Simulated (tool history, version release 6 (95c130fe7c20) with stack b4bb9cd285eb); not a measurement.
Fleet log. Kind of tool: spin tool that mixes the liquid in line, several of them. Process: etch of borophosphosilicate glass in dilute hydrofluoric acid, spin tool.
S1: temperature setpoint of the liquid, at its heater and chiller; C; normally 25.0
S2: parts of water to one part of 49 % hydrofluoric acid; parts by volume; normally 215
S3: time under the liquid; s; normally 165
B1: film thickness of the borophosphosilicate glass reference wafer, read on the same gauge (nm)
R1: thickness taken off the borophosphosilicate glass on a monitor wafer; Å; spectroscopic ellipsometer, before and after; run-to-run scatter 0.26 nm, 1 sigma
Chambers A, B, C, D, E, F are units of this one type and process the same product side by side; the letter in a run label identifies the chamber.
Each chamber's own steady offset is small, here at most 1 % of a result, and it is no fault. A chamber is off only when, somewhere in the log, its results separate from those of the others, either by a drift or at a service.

run	hour	S1	S2	S3	B1	R1
1A	3.8	25.0	215	165	89.997	502.98
2C	11.9	25.0	215	165	90.016	503.83
3F	17.1	25.0	215	165	90.005	494.14
4B	21.4	25.0	215	165	90.003	504.58
5E	27.9	25.0	215	165	90.016	502.17
6D	32.3	25.0	215	165	89.994	496.20
7C	37.2	25.0	215	165	89.985	505.20
8A	41.4	25.0	215	165	90.002	501.90
9F	46.6	25.0	215	165	89.998	500.46
10E	52.9	25.0	215	165	90.003	499.64
11D	58.4	25.0	215	165	90.001	498.41
12B	65.9	25.0	215	165	90.003	502.91
13B	73.4	25.0	215	165	90.009	502.42
14A	80.7	25.0	215	165	89.999	508.58
15E	86.4	25.0	135	230	89.991	1232.70
16D	90.0	25.0	135	230	89.997	1218.30
17F	95.5	25.0	135	230	90.001	1222.70
18C	99.9	25.0	135	230	89.996	1244.50
19E	107.3	25.0	135	230	90.002	1221.30
20B	114.2	25.0	135	230	90.001	1225.60
21F	121.9	25.0	215	165	90.014	489.06
22C	129.0	25.0	215	165	90.014	505.43
23D	136.3	25.0	215	165	90.002	500.41
24A	143.1	22.5	215	260	90.008	722.88
25C	148.8	22.5	215	260	90.014	716.93
26E	155.0	22.5	215	260	89.990	722.56
27F	161.4	22.5	215	260	89.988	695.98
28D	167.9	22.5	215	260	89.996	721.35
29A	172.8	22.5	215	260	89.993	718.07
30B	176.3	25.0	215	165	90.018	500.89
31A	181.3	25.0	215	165	89.996	500.52
32F	185.2	25.0	215	165	89.996	477.93
33D	191.9	25.0	215	165	90.015	500.75
34B	198.7	25.0	215	165	90.003	508.22
35E	204.7	25.0	215	165	90.018	505.18
36C	211.2	25.0	215	165	89.987	502.86
37F	215.9	25.0	215	165	90.007	472.00
38A	220.4	25.0	215	165	89.998	500.79

All chambers now run identical settings, listed one chamber a line with results as question marks. What results will each chamber show?
39A	226.3	25.0	215	165		?
39B	226.3	25.0	215	165		?
39C	226.3	25.0	215	165		?
39D	226.3	25.0	215	165		?
39E	226.3	25.0	215	165		?
39F	226.3	25.0	215	165		?

run	R1
39A	506.99
39B	504.93
39C	504.12
39D	501.36
39E	504.20
39F	468.34

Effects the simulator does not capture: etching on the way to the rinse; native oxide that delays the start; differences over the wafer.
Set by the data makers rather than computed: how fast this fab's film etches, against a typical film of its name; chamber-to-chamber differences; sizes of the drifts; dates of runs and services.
